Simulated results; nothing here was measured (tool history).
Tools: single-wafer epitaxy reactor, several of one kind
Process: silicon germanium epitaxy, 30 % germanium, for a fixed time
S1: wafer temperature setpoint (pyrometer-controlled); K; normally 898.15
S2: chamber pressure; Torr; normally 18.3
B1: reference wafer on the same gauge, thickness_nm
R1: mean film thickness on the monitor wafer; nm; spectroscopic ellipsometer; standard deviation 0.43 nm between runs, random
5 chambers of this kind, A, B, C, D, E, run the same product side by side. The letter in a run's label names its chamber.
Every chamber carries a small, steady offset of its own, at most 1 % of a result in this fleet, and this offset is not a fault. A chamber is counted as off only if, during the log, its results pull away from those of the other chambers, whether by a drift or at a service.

run	day	S1	S2	B1	R1
1C	0.217	898.15	18.3	101.43	88.705
2A	0.354	898.15	18.3	101.4	88.397
3D	0.475	898.15	18.3	101.43	88.17
4E	0.596	898.15	18.3	101.33	87.994
5B	0.783	898.15	18.3	101.38	88.499
6A	0.95	898.15	18.3	101.39	87.866
7C	1.15	898.15	18.3	101.48	88.761
8E	1.321	898.15	18.3	101.51	88.201
9D	1.471	898.15	18.3	101.49	88.463
10B	1.679	898.15	18.3	101.41	89.408
11A	1.892	898.15	18.3	101.51	88.093
12E	2.112	898.15	18.3	101.4	89.252
13C	2.308	911.15	18.3	101.38	111.29
14B	2.408	911.15	18.3	101.5	110.32
15D	2.508	911.15	18.3	101.45	110.99
16B	2.675	911.15	18.3	101.38	110.45
# day 2.725: chamber E: pyrometer calibrated
17D	2.804	911.15	18.3	101.36	111.14
18C	2.983	898.15	18.3	101.42	88.449
19A	3.167	898.15	18.3	101.36	87.591
20E	3.371	898.15	18.3	101.56	90.931
21B	3.575	898.15	18.3	101.49	88.05
22D	3.779	913.15	20.2	101.35	119.64
23E	3.967	913.15	20.2	101.45	122.67
24A	4.088	913.15	20.2	101.47	117.98
25C	4.283	913.15	20.2	101.33	120.45
26D	4.471	913.15	20.2	101.4	119.46
27B	4.683	884.15	15.9	101.43	65.569
28E	4.917	884.15	15.9	101.3	67.46
29C	5.042	884.15	15.9	101.45	65.174
30A	5.179	884.15	15.9	101.34	65.9
31A	5.346	884.15	15.9	101.5	65.156
32B	5.538	898.15	18.3	101.46	89.32
33E	5.638	898.15	15.8	101.44	85.227
34D	5.771	898.15	15.8	101.36	83.417
35C	5.946	898.15	15.8	101.43	84.162
36E	6.05	898.15	15.8	101.38	86.192
37B	6.208	898.15	15.8	101.29	83.725
38D	6.404	898.15	18.3	101.3	88.457

Decide between three cases: one chamber stands off from its peers, the gauge reading all wafers drifts, or nothing is wrong past each chamber's small offset. Where a chamber is off, say which and what most likely put it there.

After it was serviced, chamber E no longer matches the other chambers.
Cause: wafer temperature above the value expected at the setpoint (K) = 1.45.

Below are 4 candidate recipes for chamber E's next run, each the usual settings with a change, their results shown as question marks. Which of them brings E's results back in line with what the other chambers give on the usual settings?
In line means no further than this from the other chambers' mean on the usual settings: R1 1.5 nm
39E-1	6.567	895.15	18		?
39E-2	6.567	897.15	18.1		?
39E-3	6.567	898.15	19.5		?
39E-4	6.567	901.15	18.6		?

The other chambers' mean on the usual settings: R1 88.418 nm
run	R1
39E-1	85.263
39E-2	88.475
39E-3	92.748
39E-4	95.843
The answer is 39E-2, which returns the chamber to within the allowed miss of the others.
